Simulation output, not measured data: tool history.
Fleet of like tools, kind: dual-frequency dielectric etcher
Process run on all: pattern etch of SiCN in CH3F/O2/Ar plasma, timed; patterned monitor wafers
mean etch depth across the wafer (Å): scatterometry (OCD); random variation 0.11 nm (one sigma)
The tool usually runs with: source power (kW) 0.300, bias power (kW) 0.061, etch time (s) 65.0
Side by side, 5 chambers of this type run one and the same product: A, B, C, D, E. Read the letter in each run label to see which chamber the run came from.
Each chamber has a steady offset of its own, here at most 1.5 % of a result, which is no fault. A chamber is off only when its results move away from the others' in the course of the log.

run	hour	source power (kW)	bias power (kW)	etch time (s)	hours since the last wet clean	hours since the last source power generator calibration	hours since the last bias power generator calibration	read-back reference wafer on the same gauge, depth_nm	mean etch depth across the wafer (Å)
1A	7.4	0.300	0.061	65.0	382.9	2112.1	230.0	22.206	204.67
2C	14.4	0.300	0.061	65.0	167.5	637.1	1427.3	22.212	207.31
3D	20.1	0.300	0.061	65.0	377.1	793.5	1713.7	22.245	205.71
4E	25.2	0.300	0.061	65.0	86.1	382.4	1803.9	22.213	207.55
5B	29.1	0.300	0.061	65.0	64.7	2162.1	279.2	22.190	205.36
6E	35.6	0.300	0.061	65.0	96.5	392.8	1814.3	22.195	206.61
7A	42.7	0.300	0.061	65.0	418.2	2147.4	265.3	22.202	205.59
8D	46.7	0.300	0.061	65.0	403.7	820.1	1740.3	22.223	207.01
9B	50.3	0.300	0.061	65.0	85.9	2183.3	300.4	22.167	205.04
10C	54.5	0.300	0.061	65.0	207.6	677.2	1467.4	22.178	211.03
11D	59.8	0.280	0.061	65.0	416.8	833.2	1753.4	22.193	202.99
12A	64.6	0.280	0.061	65.0	440.1	2169.3	287.2	22.212	199.97
13E	71.9	0.280	0.061	65.0	132.8	429.1	1850.6	22.197	201.97
14C	76.5	0.280	0.061	65.0	229.6	699.2	1489.4	22.176	204.79
# hour 77.8: chamber A: wet clean of the chamber
15B	82.8	0.280	0.061	65.0	118.4	2215.8	332.9	22.189	198.35
16E	89.7	0.300	0.061	65.0	150.6	446.9	1868.4	22.198	205.32
17B	94.0	0.300	0.061	65.0	129.6	2227.0	344.1	22.170	204.78
18A	99.1	0.300	0.061	65.0	21.4	2203.8	321.7	22.205	213.46
19D	106.7	0.300	0.061	65.0	463.7	880.1	1800.3	22.222	207.31
20C	110.3	0.300	0.061	78.0	263.4	733.0	1523.2	22.181	251.00
21B	115.2	0.300	0.061	78.0	150.8	2248.2	365.3	22.200	245.14
22D	119.0	0.300	0.061	78.0	476.0	892.4	1812.6	22.184	248.42
23C	125.9	0.300	0.061	78.0	279.0	748.6	1538.8	22.187	249.77
24A	133.5	0.300	0.061	78.0	55.8	2238.2	356.1	22.203	258.71
25E	138.2	0.300	0.061	65.0	199.1	495.4	1916.9	22.189	206.13
26B	145.2	0.300	0.061	65.0	180.8	2278.2	395.3	22.182	204.72
27D	148.7	0.300	0.061	65.0	505.7	922.1	1842.3	22.181	207.07
28A	152.2	0.300	0.061	65.0	74.5	2256.9	374.8	22.163	214.07
29E	155.5	0.300	0.061	65.0	216.4	512.7	1934.2	22.190	206.77
30C	159.2	0.300	0.061	65.0	312.3	781.9	1572.1	22.222	206.64
# hour 162.1: chamber D: wet clean of the chamber
31B	164.6	0.300	0.061	65.0	200.2	2297.6	414.7	22.185	204.96
32C	169.7	0.300	0.061	65.0	322.8	792.4	1582.6	22.183	207.68
33E	174.3	0.300	0.061	65.0	235.2	531.5	1953.0	22.193	207.22
34D	178.4	0.300	0.061	65.0	16.4	951.8	1872.0	22.235	204.08
35A	182.6	0.300	0.061	65.0	104.9	2287.3	405.2	22.219	212.46
36A	186.1	0.300	0.061	65.0	108.4	2290.8	408.7	22.185	213.96
37E	193.2	0.220	0.051	65.0	254.1	550.4	1971.9	22.193	176.02
38B	199.9	0.220	0.051	65.0	235.5	2332.9	450.0	22.180	170.82
39C	204.7	0.220	0.051	65.0	357.8	827.4	1617.6	22.177	174.72
40D	212.3	0.220	0.051	65.0	50.3	985.7	1905.9	22.208	173.31
41E	216.8	0.220	0.051	65.0	277.7	574.0	1995.5	22.174	173.75
42A	223.9	0.300	0.061	65.0	146.2	2328.6	446.5	22.198	212.85
43C	228.7	0.300	0.061	65.0	381.8	851.4	1641.6	22.218	206.94
44D	234.6	0.380	0.061	47.5	72.6	1008.0	1928.2	22.207	164.76

Which is it: a chamber that has drifted or been left off by a service, a gauge drift common to all chambers, or only each chamber's usual small offset? If a chamber is off, name it and its likeliest cause.

A service on chamber A put it out of line with the rest.
Most likely cause: etch rate over this chamber's usual, % = 3.4.

Here are 4 candidates for chamber A's next run, each the usual settings with a change, their results left as question marks. Which one brings its results back in line with what the others give on the usual settings?
Allowed miss from the other chambers' usual-settings mean, per result, to count as in line: mean etch depth across the wafer (Å) 3.80
45A-1	240.0	0.310	0.061	68.5					?
45A-2	240.0	0.300	0.061	67.0					?
45A-3	240.0	0.300	0.061	63.0					?
45A-4	240.0	0.300	0.050	65.0					?

Average result of the remaining chambers running the usual settings: mean etch depth across the wafer (Å) 206.84
run	mean etch depth across the wafer (Å)
45A-1	227.53
45A-2	219.79
45A-3	206.67
45A-4	199.34
45A-3 is the one that brings the chamber's results back in line with the other chambers.
